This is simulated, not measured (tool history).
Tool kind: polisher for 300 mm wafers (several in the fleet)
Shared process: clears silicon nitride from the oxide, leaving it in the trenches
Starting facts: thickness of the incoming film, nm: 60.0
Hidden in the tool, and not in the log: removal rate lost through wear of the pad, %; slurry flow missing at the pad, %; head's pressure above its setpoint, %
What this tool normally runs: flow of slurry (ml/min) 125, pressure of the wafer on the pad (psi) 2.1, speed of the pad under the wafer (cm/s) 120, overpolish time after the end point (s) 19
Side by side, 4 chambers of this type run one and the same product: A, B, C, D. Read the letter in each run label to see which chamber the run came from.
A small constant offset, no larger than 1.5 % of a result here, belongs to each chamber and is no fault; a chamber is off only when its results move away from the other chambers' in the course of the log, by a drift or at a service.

run	hour	flow of slurry (ml/min)	pressure of the wafer on the pad (psi)	speed of the pad under the wafer (cm/s)	overpolish time after the end point (s)	wafers polished on this pad	hours since the slurry nozzle was cleaned	hours since the head pressure was calibrated	time until the end point was called (s)
1B	12.3	125	2.1	120	19	223	551.4	259.8	70.054
2C	20.4	125	2.1	120	19	464	64.7	21.1	68.366
3A	28.1	125	2.1	120	19	543	387.9	865.4	67.223
4D	42.4	125	2.1	120	19	916	72.3	207.9	68.664
5A	53.6	125	2.6	140	19	789	413.4	890.9	46.353
# hour 55.8: chamber A: worn pad replaced by a new one
6B	63.4	125	2.6	140	19	717	602.5	310.9	46.176
# hour 73.0: chamber B: worn pad replaced by a new one
7C	73.0	125	2.6	140	19	973	117.3	73.7	45.148
8D	80.1	125	2.6	140	19	1281	110.0	245.6	47.311
9D	92.9	125	2.1	120	19	1405	122.8	258.4	68.932
10C	102.8	125	2.1	120	19	1262	147.1	103.5	68.333
11B	116.1	85	2.1	120	19	417	655.2	363.6	75.434
# hour 120.5: chamber C: worn pad replaced by a new one
12A	126.8	85	2.1	120	19	687	486.6	964.1	74.930
# hour 137.6: chamber A: worn pad replaced by a new one
13C	140.2	85	2.1	120	19	191	184.5	140.9	73.527
14D	149.5	85	2.1	120	19	1953	179.4	315.0	74.327
# hour 151.9: chamber B: worn pad replaced by a new one
# hour 155.9: chamber D: head pressure recalibrated
15B	156.3	125	2.1	120	10	43	695.4	403.8	68.186
16A	167.9	125	2.1	120	10	294	527.7	1005.2	68.483
# hour 169.2: chamber C: slurry nozzle cleaned
17B	177.4	125	2.1	120	10	247	716.5	424.9	68.371
# hour 186.2: chamber D: slurry nozzle cleaned
18C	186.5	125	2.1	120	10	639	17.3	187.2	68.650
19A	198.3	125	2.1	120	19	588	558.1	1035.6	67.368
20D	208.8	125	2.1	120	19	2527	22.6	52.9	70.131
21D	218.5	125	2.1	120	19	2621	32.3	62.6	69.568
# hour 219.6: chamber A: worn pad replaced by a new one
22C	228.3	125	2.1	120	19	1044	59.1	229.0	68.185
# hour 228.4: chamber B: worn pad replaced by a new one
23B	237.6	145	2.1	120	19	89	776.7	485.1	65.466
# hour 245.6: chamber C: worn pad replaced by a new one
24A	251.1	145	2.1	120	19	304	610.9	1088.4	65.300
25D	258.3	145	2.1	120	19	3006	72.1	102.4	72.375
# hour 260.0: chamber A: slurry nozzle cleaned
# hour 264.3: chamber B: slurry nozzle cleaned
26A	272.0	145	2.1	120	19	507	12.1	1109.3	64.675
# hour 273.5: chamber B: head pressure recalibrated
27B	281.6	125	2.1	120	19	515	17.3	8.2	68.568
28C	291.1	125	2.1	120	19	440	121.9	291.8	66.418
# hour 298.9: chamber B: worn pad replaced by a new one
29A	303.9	125	2.1	120	19	816	44.0	1141.2	65.803
# hour 307.1: chamber A: worn pad replaced by a new one
30C	318.0	125	2.1	120	19	701	148.8	318.7	67.948
31B	331.2	125	2.1	120	19	312	66.9	57.8	69.086
32D	341.7	100	2.1	120	23	3813	155.5	185.8	80.204
# hour 352.1: chamber C: slurry nozzle cleaned
33B	353.2	100	2.1	120	23	525	88.9	79.8	71.824
34D	359.6	100	2.1	120	23	3986	173.4	203.7	80.595
# hour 363.5: chamber A: head pressure recalibrated
35C	368.1	100	2.1	120	23	1186	16.0	368.8	70.778
36A	374.8	125	2.1	120	19	655	114.9	11.4	68.685
37D	381.5	160	2.1	120	19	4198	195.3	225.6	75.585

What goes on in this fleet: one chamber off, a drifting gauge, or nothing beyond the chambers' own small offsets? Name the chamber and the cause, if any.

Chamber D drifts away from the others.
Cause: removal rate lost through wear of the pad, % = 10.8.

Which of the 4 candidates below, each the usual settings with something changed and its results left as question marks, puts chamber D back in line with what the other chambers give on the usual settings?
Counts as in line when no further than this from what the other chambers average on the usual settings: time until the end point was called (s) 4.000
38D-1	392.1	125	2.2	128	19				?
38D-2	392.1	120	2.1	94	19				?
38D-3	392.1	120	2.1	106	19				?
38D-4	392.1	130	2.3	136	19				?

Other chambers, usual settings, mean: time until the end point was called (s) 67.619
run	time until the end point was called (s)
38D-1	68.977
38D-2	99.016
38D-3	87.890
38D-4	61.634
With 38D-1, the chamber falls back in line with the rest.
